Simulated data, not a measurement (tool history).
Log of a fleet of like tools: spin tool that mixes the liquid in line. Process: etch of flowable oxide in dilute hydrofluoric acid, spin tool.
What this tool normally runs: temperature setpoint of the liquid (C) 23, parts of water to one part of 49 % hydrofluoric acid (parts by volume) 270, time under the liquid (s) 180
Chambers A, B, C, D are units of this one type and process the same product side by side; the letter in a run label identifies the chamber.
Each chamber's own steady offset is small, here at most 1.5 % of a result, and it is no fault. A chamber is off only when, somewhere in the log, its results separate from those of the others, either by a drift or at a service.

run     day  temperature setpoint of the liquid (C)  parts of water to one part of 49 % hydrofluoric acid (parts by volume)  time under the liquid (s)  read-back film thickness of the flowable oxide reference wafer, read on the same gauge (nm)  thickness taken off the flowable oxide on a monitor wafer (Å)
 1D   0.321                                      23                                                                     270                        180                                                                                      100.000                                                         208.83
 2B   0.692                                      23                                                                     270                        180                                                                                       99.992                                                         211.01
 3C   1.292                                      23                                                                     270                        180                                                                                      100.020                                                         214.11
 4A   1.608                                      23                                                                     270                        180                                                                                       99.966                                                         208.75
 5C   2.025                                      23                                                                     270                        180                                                                                       99.969                                                         211.76
 6B   2.417                                      23                                                                     270                        180                                                                                      100.030                                                         213.27
 7D   2.942                                      23                                                                     270                        180                                                                                      100.040                                                         210.26
 8A   3.233                                      21                                                                     270                        115                                                                                       99.988                                                         123.68
 9B   3.600                                      21                                                                     270                        115                                                                                       99.976                                                         122.24
10C   4.138                                      21                                                                     270                        115                                                                                       99.996                                                         126.31
11A   4.471                                      21                                                                     270                        115                                                                                      100.010                                                         123.45
12D   4.992                                      23                                                                     270                        180                                                                                      100.010                                                         205.53
13C   5.442                                      20                                                                     270                        180                                                                                       99.984                                                         189.66
14A   5.954                                      20                                                                     270                        180                                                                                      100.010                                                         189.56
15D   6.425                                      20                                                                     270                        180                                                                                       99.952                                                         189.68
16B   6.758                                      20                                                                     270                        180                                                                                      100.020                                                         186.80
17D   7.254                                      23                                                                     270                        180                                                                                       99.994                                                         207.40
18A   7.771                                      23                                                                     270                        180                                                                                      100.010                                                         207.63
19C   8.046                                      23                                                                     270                        180                                                                                      100.000                                                         214.26
20B   8.396                                      23                                                                     185                        180                                                                                       99.983                                                         339.26
21C   8.679                                      23                                                                     185                        180                                                                                       99.973                                                         344.56
22B   9.171                                      23                                                                     185                        180                                                                                       99.972                                                         334.66
23D   9.604                                      23                                                                     185                        180                                                                                      100.040                                                         332.91
24A   9.975                                      23                                                                     270                        180                                                                                       99.997                                                         209.13
25D  10.275                                      23                                                                     270                        180                                                                                      100.020                                                         207.32
26C  10.879                                      23                                                                     270                        180                                                                                      100.010                                                         215.00
27B  11.308                                      23                                                                     270                        180                                                                                       99.992                                                         212.71
28A  11.833                                      23                                                                     270                        180                                                                                       99.982                                                         208.12
29D  12.383                                      23                                                                     270                        180                                                                                      100.010                                                         210.29
30B  12.658                                      23                                                                     270                        180                                                                                      100.060                                                         206.62
31C  13.162                                      23                                                                     270                        180                                                                                       99.986                                                         211.89
32A  13.704                                      28                                                                     270                        180                                                                                       99.963                                                         249.14

Each of the 4 chambers runs these same settings next. Fill in every chamber's results:
33A  14.150                                      23                                                                     355                        180                                                                                                                                                           ?
33B  14.150                                      23                                                                     355                        180                                                                                                                                                           ?
33C  14.150                                      23                                                                     355                        180                                                                                                                                                           ?
33D  14.150                                      23                                                                     355                        180                                                                                                                                                           ?

run  thickness taken off the flowable oxide on a monitor wafer (Å)
33A                                                         146.81
33B                                                         147.96
33C                                                         147.91
33D                                                         147.15
